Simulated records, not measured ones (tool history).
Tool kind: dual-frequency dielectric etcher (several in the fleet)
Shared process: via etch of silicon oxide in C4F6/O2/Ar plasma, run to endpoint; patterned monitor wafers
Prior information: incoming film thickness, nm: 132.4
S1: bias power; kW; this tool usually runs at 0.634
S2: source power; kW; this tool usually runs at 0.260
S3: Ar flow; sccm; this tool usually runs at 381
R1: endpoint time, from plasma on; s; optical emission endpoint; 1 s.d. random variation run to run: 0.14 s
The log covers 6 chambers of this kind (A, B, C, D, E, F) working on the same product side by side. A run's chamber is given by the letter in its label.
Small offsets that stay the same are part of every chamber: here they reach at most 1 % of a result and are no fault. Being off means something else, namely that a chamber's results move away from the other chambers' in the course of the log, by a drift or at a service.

Run 1C, hour 6.4: usual settings. Result: R1 32.140 s.
Run 2D, hour 11.7: usual settings. Result: R1 31.498 s.
Run 3E, hour 17.7: usual settings. Result: R1 31.888 s.
Run 4F, hour 23.4: usual settings. Result: R1 31.625 s.
Run 5A, hour 29.3: usual settings. Result: R1 32.009 s.
Run 6B, hour 34.5: usual settings. Result: R1 32.189 s.
Run 7E, hour 37.7: usual settings. Result: R1 32.008 s.
At hour 38.3: chamber E: bias power generator calibrated.
Run 8C, hour 42.8: usual settings. Result: R1 32.067 s.
Run 9B, hour 47.9: usual settings. Result: R1 32.112 s.
Run 10F, hour 53.2: usual settings. Result: R1 31.758 s.
Run 11D, hour 56.5: usual settings but S1 0.707 kW. Result: R1 30.510 s.
Run 12A, hour 62.1: usual settings but S1 0.707 kW. Result: R1 30.620 s.
Run 13F, hour 66.5: usual settings but S1 0.707 kW. Result: R1 30.479 s.
Run 14E, hour 72.1: usual settings but S1 0.707 kW. Result: R1 30.864 s.
Run 15B, hour 78.5: usual settings but S1 0.707 kW. Result: R1 30.816 s.
Run 16A, hour 83.3: usual settings but S1 0.707 kW. Result: R1 30.621 s.
Run 17D, hour 89.8: usual settings. Result: R1 31.734 s.
At hour 92.1: chamber A: wet clean of the chamber.
Run 18C, hour 94.6: usual settings. Result: R1 32.472 s.
Run 19C, hour 97.5: usual settings. Result: R1 32.573 s.
At hour 101.8: chamber C: source power generator calibrated.
Run 20D, hour 102.7: usual settings but S1 0.569 kW, S3 289 sccm. Result: R1 32.124 s.
Run 21E, hour 108.4: usual settings but S1 0.569 kW, S3 289 sccm. Result: R1 32.463 s.
Run 22B, hour 111.6: usual settings but S1 0.569 kW, S3 289 sccm. Result: R1 32.629 s.
At hour 112.0: chamber E: wet clean of the chamber.
Run 23F, hour 114.9: usual settings but S1 0.569 kW, S3 289 sccm. Result: R1 32.209 s.
Run 24A, hour 118.8: usual settings but S1 0.569 kW, S3 289 sccm. Result: R1 32.348 s.
Run 25B, hour 125.1: usual settings but S1 0.569 kW, S3 289 sccm. Result: R1 32.426 s.
Run 26E, hour 129.5: usual settings but S1 0.560 kW, S2 0.240 kW. Result: R1 34.391 s.
Run 27D, hour 132.6: usual settings but S1 0.560 kW, S2 0.240 kW. Result: R1 34.199 s.
Run 28F, hour 138.3: usual settings but S1 0.560 kW, S2 0.240 kW. Result: R1 34.304 s.
Run 29A, hour 142.3: usual settings but S1 0.560 kW, S2 0.240 kW. Result: R1 34.389 s.
Run 30C, hour 146.7: usual settings but S1 0.560 kW, S2 0.240 kW. Result: R1 35.495 s.
Run 31A, hour 152.0: usual settings but S1 0.560 kW, S2 0.240 kW. Result: R1 34.361 s.
Run 32B, hour 157.0: usual settings but S1 0.781 kW, S2 0.230 kW. Result: R1 30.823 s.
At hour 159.4: chamber B: wet clean of the chamber.
Run 33F, hour 161.2: usual settings but S1 0.781 kW, S2 0.230 kW. Result: R1 30.620 s.
Run 34D, hour 165.7: usual settings but S1 0.781 kW, S2 0.230 kW. Result: R1 30.626 s.
Run 35C, hour 170.6: usual settings but S1 0.781 kW, S2 0.230 kW. Result: R1 31.632 s.
Run 36E, hour 175.2: usual settings but S1 0.781 kW, S2 0.230 kW. Result: R1 30.901 s.
Run 37A, hour 178.8: usual settings but S1 0.781 kW, S2 0.230 kW. Result: R1 31.112 s.
Run 38E, hour 183.9: usual settings. Result: R1 31.902 s.
Run 39F, hour 186.8: usual settings. Result: R1 31.693 s.
Run 40B, hour 191.3: usual settings. Result: R1 32.087 s.

Decide between three cases: one chamber stands off from its peers, the gauge reading all wafers drifts, or nothing is wrong past each chamber's small offset. Where a chamber is off, say which and what most likely put it there.

It is chamber C that slowly wanders off from its peers.
What lies behind it: etch rate under this chamber's usual, % = 3.64.

Below are 4 candidate recipes for chamber C's next run, each the usual settings with a change, their results shown as question marks. Which of them brings C's results back in line with what the other chambers give on the usual settings?
Maximum distance from the other chambers' mean on the usual settings for a result to count as in line: R1 0.480 s
Run 41C-1, hour 196.0: usual settings but S1 0.596 kW, S2 0.250 kW, S3 387 sccm. Result: R1 ?.
Run 41C-2, hour 196.0: usual settings but S2 0.250 kW. Result: R1 ?.
Run 41C-3, hour 196.0: usual settings but S1 0.674 kW, S2 0.270 kW. Result: R1 ?.
Run 41C-4, hour 196.0: usual settings but S1 0.660 kW. Result: R1 ?.

What the other chambers average on the usual settings: R1 31.905 s
  run      R1
41C-1  34.692
41C-2  33.789
41C-3  32.065
41C-4  32.781
The answer is 41C-3, which returns the chamber to within the allowed miss of the others.

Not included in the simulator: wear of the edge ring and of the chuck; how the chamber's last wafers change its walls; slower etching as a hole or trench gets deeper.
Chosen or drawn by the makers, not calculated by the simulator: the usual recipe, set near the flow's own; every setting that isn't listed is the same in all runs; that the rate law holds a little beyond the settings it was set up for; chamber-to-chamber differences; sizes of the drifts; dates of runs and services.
